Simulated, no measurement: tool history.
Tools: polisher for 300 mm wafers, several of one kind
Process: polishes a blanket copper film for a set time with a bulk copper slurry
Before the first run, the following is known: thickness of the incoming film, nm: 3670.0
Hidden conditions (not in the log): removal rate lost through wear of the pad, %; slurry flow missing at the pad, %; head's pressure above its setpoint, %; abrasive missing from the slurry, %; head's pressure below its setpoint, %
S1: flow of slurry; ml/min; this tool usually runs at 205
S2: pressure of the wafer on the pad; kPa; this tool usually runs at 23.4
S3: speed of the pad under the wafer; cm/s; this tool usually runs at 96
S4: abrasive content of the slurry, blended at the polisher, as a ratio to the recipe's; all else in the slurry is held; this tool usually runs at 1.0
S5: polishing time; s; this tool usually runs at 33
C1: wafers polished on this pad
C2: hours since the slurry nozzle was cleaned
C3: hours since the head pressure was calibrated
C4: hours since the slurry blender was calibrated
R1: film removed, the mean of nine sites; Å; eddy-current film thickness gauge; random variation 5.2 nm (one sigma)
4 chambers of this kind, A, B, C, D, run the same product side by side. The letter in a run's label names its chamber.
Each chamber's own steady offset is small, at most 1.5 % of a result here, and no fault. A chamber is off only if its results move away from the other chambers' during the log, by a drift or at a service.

{"hour": 3.4, "done": "chamber D: worn pad replaced by a new one"}
{"run": "1D", "hour": 4.3, "S1": 205, "S2": 23.4, "S3": 96, "S4": 1.0, "S5": 33, "C1": 8, "C2": 301.5, "C3": 71.3, "C4": 329.0, "R1": 3997.0}
{"hour": 6.6, "done": "chamber D: slurry blender recalibrated"}
{"hour": 7.8, "done": "chamber B: slurry blender recalibrated"}
{"run": "2B", "hour": 9.9, "S1": 205, "S2": 23.4, "S3": 96, "S4": 1.0, "S5": 33, "C1": 275, "C2": 80.4, "C3": 377.8, "C4": 2.1, "R1": 3834.5}
{"run": "3A", "hour": 15.1, "S1": 205, "S2": 23.4, "S3": 96, "S4": 1.0, "S5": 33, "C1": 237, "C2": 509.2, "C3": 910.3, "C4": 32.8, "R1": 3984.5}
{"run": "4C", "hour": 17.8, "S1": 205, "S2": 23.4, "S3": 96, "S4": 1.0, "S5": 33, "C1": 552, "C2": 668.4, "C3": 313.6, "C4": 177.9, "R1": 4063.4}
{"run": "5C", "hour": 20.6, "S1": 205, "S2": 23.4, "S3": 96, "S4": 1.0, "S5": 33, "C1": 578, "C2": 671.2, "C3": 316.4, "C4": 180.7, "R1": 3983.4}
{"run": "6B", "hour": 23.3, "S1": 205, "S2": 23.4, "S3": 96, "S4": 1.0, "S5": 33, "C1": 398, "C2": 93.8, "C3": 391.2, "C4": 15.5, "R1": 3998.5}
{"run": "7D", "hour": 26.6, "S1": 205, "S2": 23.4, "S3": 96, "S4": 1.0, "S5": 33, "C1": 214, "C2": 323.8, "C3": 93.6, "C4": 20.1, "R1": 3996.3}
{"run": "8A", "hour": 32.1, "S1": 205, "S2": 23.4, "S3": 64, "S4": 1.0, "S5": 33, "C1": 394, "C2": 526.2, "C3": 927.3, "C4": 49.8, "R1": 2674.7}
{"hour": 33.2, "done": "chamber A: head pressure recalibrated"}
{"run": "9A", "hour": 35.2, "S1": 205, "S2": 23.4, "S3": 64, "S4": 1.0, "S5": 33, "C1": 422, "C2": 529.3, "C3": 2.1, "C4": 52.9, "R1": 2613.0}
{"run": "10C", "hour": 38.5, "S1": 205, "S2": 23.4, "S3": 64, "S4": 1.0, "S5": 33, "C1": 743, "C2": 689.1, "C3": 334.3, "C4": 198.6, "R1": 2755.3}
{"run": "11D", "hour": 42.0, "S1": 205, "S2": 23.4, "S3": 64, "S4": 1.0, "S5": 33, "C1": 356, "C2": 339.2, "C3": 109.0, "C4": 35.5, "R1": 2632.6}
{"run": "12B", "hour": 45.4, "S1": 205, "S2": 23.4, "S3": 96, "S4": 1.0, "S5": 33, "C1": 602, "C2": 115.9, "C3": 413.3, "C4": 37.6, "R1": 3994.7}
{"hour": 47.9, "done": "chamber B: head pressure recalibrated"}
{"run": "13D", "hour": 50.1, "S1": 170, "S2": 19.3, "S3": 96, "S4": 1.0, "S5": 33, "C1": 431, "C2": 347.3, "C3": 117.1, "C4": 43.6, "R1": 3161.1}
{"run": "14C", "hour": 53.7, "S1": 170, "S2": 19.3, "S3": 96, "S4": 1.0, "S5": 33, "C1": 883, "C2": 704.3, "C3": 349.5, "C4": 213.8, "R1": 3184.4}
{"run": "15B", "hour": 57.8, "S1": 170, "S2": 19.3, "S3": 96, "S4": 1.0, "S5": 33, "C1": 716, "C2": 128.3, "C3": 10.0, "C4": 50.0, "R1": 2883.4}
{"run": "16A", "hour": 62.3, "S1": 170, "S2": 19.3, "S3": 96, "S4": 1.0, "S5": 33, "C1": 672, "C2": 556.4, "C3": 29.2, "C4": 80.0, "R1": 3214.5}
{"run": "17D", "hour": 65.4, "S1": 205, "S2": 23.4, "S3": 96, "S4": 0.9, "S5": 33, "C1": 572, "C2": 362.6, "C3": 132.4, "C4": 58.9, "R1": 3962.8}
{"run": "18A", "hour": 68.6, "S1": 205, "S2": 23.4, "S3": 96, "S4": 0.9, "S5": 33, "C1": 731, "C2": 562.7, "C3": 35.5, "C4": 86.3, "R1": 3948.7}
{"hour": 70.6, "done": "chamber B: worn pad replaced by a new one"}
{"hour": 70.8, "done": "chamber A: worn pad replaced by a new one"}
{"run": "19B", "hour": 73.2, "S1": 205, "S2": 23.4, "S3": 96, "S4": 0.9, "S5": 33, "C1": 24, "C2": 143.7, "C3": 25.4, "C4": 65.4, "R1": 3468.8}
{"run": "20C", "hour": 77.9, "S1": 205, "S2": 23.4, "S3": 96, "S4": 0.9, "S5": 33, "C1": 1106, "C2": 728.5, "C3": 373.7, "C4": 238.0, "R1": 4024.3}
{"run": "21C", "hour": 80.6, "S1": 205, "S2": 23.4, "S3": 96, "S4": 1.0, "S5": 33, "C1": 1131, "C2": 731.2, "C3": 376.4, "C4": 240.7, "R1": 4028.1}
{"run": "22B", "hour": 84.7, "S1": 205, "S2": 16.5, "S3": 96, "S4": 1.0, "S5": 33, "C1": 130, "C2": 155.2, "C3": 36.9, "C4": 76.9, "R1": 2519.2}
{"hour": 86.9, "done": "chamber D: worn pad replaced by a new one"}
{"run": "23A", "hour": 89.7, "S1": 205, "S2": 16.5, "S3": 96, "S4": 1.0, "S5": 33, "C1": 174, "C2": 583.8, "C3": 56.6, "C4": 107.4, "R1": 2778.3}
{"hour": 89.8, "done": "chamber C: worn pad replaced by a new one"}
{"run": "24D", "hour": 92.8, "S1": 205, "S2": 16.5, "S3": 96, "S4": 1.0, "S5": 33, "C1": 55, "C2": 390.0, "C3": 159.8, "C4": 86.3, "R1": 2844.2}
{"run": "25A", "hour": 96.4, "S1": 205, "S2": 16.5, "S3": 96, "S4": 1.0, "S5": 33, "C1": 236, "C2": 590.5, "C3": 63.3, "C4": 114.1, "R1": 2797.2}
{"run": "26C", "hour": 100.3, "S1": 205, "S2": 23.4, "S3": 96, "S4": 1.0, "S5": 33, "C1": 97, "C2": 750.9, "C3": 396.1, "C4": 260.4, "R1": 4063.8}
{"run": "27B", "hour": 105.9, "S1": 205, "S2": 23.4, "S3": 96, "S4": 1.0, "S5": 33, "C1": 326, "C2": 176.4, "C3": 58.1, "C4": 98.1, "R1": 3561.0}
{"run": "28D", "hour": 109.3, "S1": 205, "S2": 23.4, "S3": 96, "S4": 1.0, "S5": 33, "C1": 207, "C2": 406.5, "C3": 176.3, "C4": 102.8, "R1": 3950.7}
{"hour": 109.9, "done": "chamber A: slurry nozzle cleaned"}
{"run": "29B", "hour": 113.0, "S1": 205, "S2": 23.4, "S3": 96, "S4": 1.0, "S5": 33, "C1": 391, "C2": 183.5, "C3": 65.2, "C4": 105.2, "R1": 3536.4}
{"run": "30D", "hour": 116.1, "S1": 205, "S2": 18.6, "S3": 96, "S4": 1.0, "S5": 33, "C1": 270, "C2": 413.3, "C3": 183.1, "C4": 109.6, "R1": 3220.1}
{"run": "31A", "hour": 118.9, "S1": 205, "S2": 18.6, "S3": 96, "S4": 1.0, "S5": 33, "C1": 443, "C2": 9.0, "C3": 85.8, "C4": 136.6, "R1": 3143.1}
{"run": "32C", "hour": 123.6, "S1": 205, "S2": 18.6, "S3": 96, "S4": 1.0, "S5": 33, "C1": 312, "C2": 774.2, "C3": 419.4, "C4": 283.7, "R1": 3250.0}
{"run": "33A", "hour": 126.6, "S1": 205, "S2": 18.6, "S3": 96, "S4": 1.0, "S5": 33, "C1": 514, "C2": 16.7, "C3": 93.5, "C4": 144.3, "R1": 3259.8}
{"run": "34C", "hour": 130.3, "S1": 205, "S2": 23.4, "S3": 96, "S4": 1.0, "S5": 33, "C1": 373, "C2": 780.9, "C3": 426.1, "C4": 290.4, "R1": 3986.4}
{"run": "35B", "hour": 135.7, "S1": 205, "S2": 23.4, "S3": 96, "S4": 1.0, "S5": 33, "C1": 601, "C2": 206.2, "C3": 87.9, "C4": 127.9, "R1": 3568.9}
{"run": "36D", "hour": 139.5, "S1": 205, "S2": 23.4, "S3": 96, "S4": 1.0, "S5": 33, "C1": 485, "C2": 436.7, "C3": 206.5, "C4": 133.0, "R1": 3977.2}
{"run": "37A", "hour": 144.7, "S1": 205, "S2": 23.4, "S3": 96, "S4": 1.0, "S5": 33, "C1": 681, "C2": 34.8, "C3": 111.6, "C4": 162.4, "R1": 3979.8}

All chambers now run identical settings, listed one chamber a line with results as question marks. What results will each chamber show?
{"run": "38A", "hour": 148.9, "S1": 205, "S2": 23.4, "S3": 96, "S4": 1.1, "S5": 33, "R1": "?"}
{"run": "38B", "hour": 148.9, "S1": 205, "S2": 23.4, "S3": 96, "S4": 1.1, "S5": 33, "R1": "?"}
{"run": "38C", "hour": 148.9, "S1": 205, "S2": 23.4, "S3": 96, "S4": 1.1, "S5": 33, "R1": "?"}
{"run": "38D", "hour": 148.9, "S1": 205, "S2": 23.4, "S3": 96, "S4": 1.1, "S5": 33, "R1": "?"}

run=38A R1=4049.1
run=38B R1=3587.7
run=38C R1=4123.7
run=38D R1=4134.1

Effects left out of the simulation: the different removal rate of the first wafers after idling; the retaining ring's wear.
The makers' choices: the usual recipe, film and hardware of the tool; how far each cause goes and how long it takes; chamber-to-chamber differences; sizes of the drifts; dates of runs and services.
